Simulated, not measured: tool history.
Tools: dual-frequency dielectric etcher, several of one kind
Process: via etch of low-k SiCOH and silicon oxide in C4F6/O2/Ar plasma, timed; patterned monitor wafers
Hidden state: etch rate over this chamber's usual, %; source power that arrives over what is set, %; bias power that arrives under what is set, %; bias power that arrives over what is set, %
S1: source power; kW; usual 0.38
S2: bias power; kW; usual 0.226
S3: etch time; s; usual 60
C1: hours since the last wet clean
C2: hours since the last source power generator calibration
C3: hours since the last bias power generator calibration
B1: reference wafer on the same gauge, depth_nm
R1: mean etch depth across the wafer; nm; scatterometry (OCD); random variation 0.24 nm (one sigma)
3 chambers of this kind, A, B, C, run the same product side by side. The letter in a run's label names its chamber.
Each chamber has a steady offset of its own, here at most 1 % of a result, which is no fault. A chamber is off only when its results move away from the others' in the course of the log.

| run | day | S1 | S2 | S3 | C1 | C2 | C3 | B1 | R1 |
|---|---|---|---|---|---|---|---|---|---|
| 1B | 0.3 | 0.38 | 0.226 | 60 | 330.2 | 1360.3 | 1497.4 | 208.96 | 176.9 |
| 2C | 0.712 | 0.38 | 0.226 | 60 | 315 | 3320.2 | 2601.3 | 208.86 | 178.8 |
| 3A | 1.079 | 0.38 | 0.226 | 60 | 337.7 | 477.3 | 442.4 | 208.8 | 177.26 |
| 4B | 1.375 | 0.38 | 0.226 | 60 | 356 | 1386.1 | 1523.2 | 208.79 | 176.85 |
| 5C | 1.65 | 0.38 | 0.226 | 60 | 337.5 | 3342.7 | 2623.8 | 208.72 | 178.44 |
| 6A | 2.079 | 0.38 | 0.226 | 60 | 361.7 | 501.3 | 466.4 | 208.7 | 176.62 |
| 7C | 2.375 | 0.38 | 0.226 | 60 | 354.9 | 3360.1 | 2641.2 | 208.65 | 178.71 |
| 8B | 2.796 | 0.38 | 0.226 | 60 | 390.1 | 1420.2 | 1557.3 | 208.55 | 176.43 |
| 9A | 3.1 | 0.38 | 0.226 | 60 | 386.2 | 525.8 | 490.9 | 208.5 | 176.63 |
| 10B | 3.504 | 0.38 | 0.226 | 60 | 407.1 | 1437.2 | 1574.3 | 208.47 | 176.44 |
| 11A | 3.825 | 0.38 | 0.226 | 60 | 403.6 | 543.2 | 508.3 | 208.38 | 176.59 |
| 12C | 4.171 | 0.38 | 0.226 | 60 | 398 | 3403.2 | 2684.3 | 208.38 | 178.23 |
| 13B | 4.571 | 0.38 | 0.226 | 60 | 432.7 | 1462.8 | 1599.9 | 208.28 | 176.25 |
| 14A | 4.967 | 0.38 | 0.226 | 60 | 431 | 570.6 | 535.7 | 208.26 | 176.13 |
|  | 4.988 | chamber B: wet clean of the chamber |
| 15C | 5.175 | 0.38 | 0.226 | 60 | 422.1 | 3427.3 | 2708.4 | 208.17 | 178.22 |
| 16B | 5.538 | 0.32 | 0.226 | 65.5 | 13.3 | 1486 | 1623.1 | 208.11 | 180.33 |
| 17A | 5.758 | 0.32 | 0.226 | 65.5 | 450 | 589.6 | 554.7 | 208.15 | 179.98 |
| 18C | 5.95 | 0.32 | 0.226 | 65.5 | 440.7 | 3445.9 | 2727 | 208.18 | 181.53 |
| 19B | 6.204 | 0.38 | 0.226 | 60 | 29.3 | 1502 | 1639.1 | 208.06 | 176.43 |
| 20C | 6.558 | 0.38 | 0.226 | 60 | 455.3 | 3460.5 | 2741.6 | 208 | 177.87 |
| 21A | 6.8 | 0.38 | 0.226 | 60 | 475 | 614.6 | 579.7 | 207.97 | 176.1 |
| 22A | 7.238 | 0.38 | 0.226 | 42.5 | 485.5 | 625.1 | 590.2 | 207.94 | 124.59 |
| 23B | 7.546 | 0.38 | 0.226 | 42.5 | 61.5 | 1534.2 | 1671.3 | 207.87 | 124.69 |

All 3 chambers run these settings next. Forecast each chamber's results:
| 24A | 7.862 | 0.45 | 0.226 | 60 |  |  |  |  | ? |
| 24B | 7.862 | 0.45 | 0.226 | 60 |  |  |  |  | ? |
| 24C | 7.862 | 0.45 | 0.226 | 60 |  |  |  |  | ? |

| run | R1 |
|---|---|
| 24A | 188.11 |
| 24B | 187.86 |
| 24C | 189.41 |
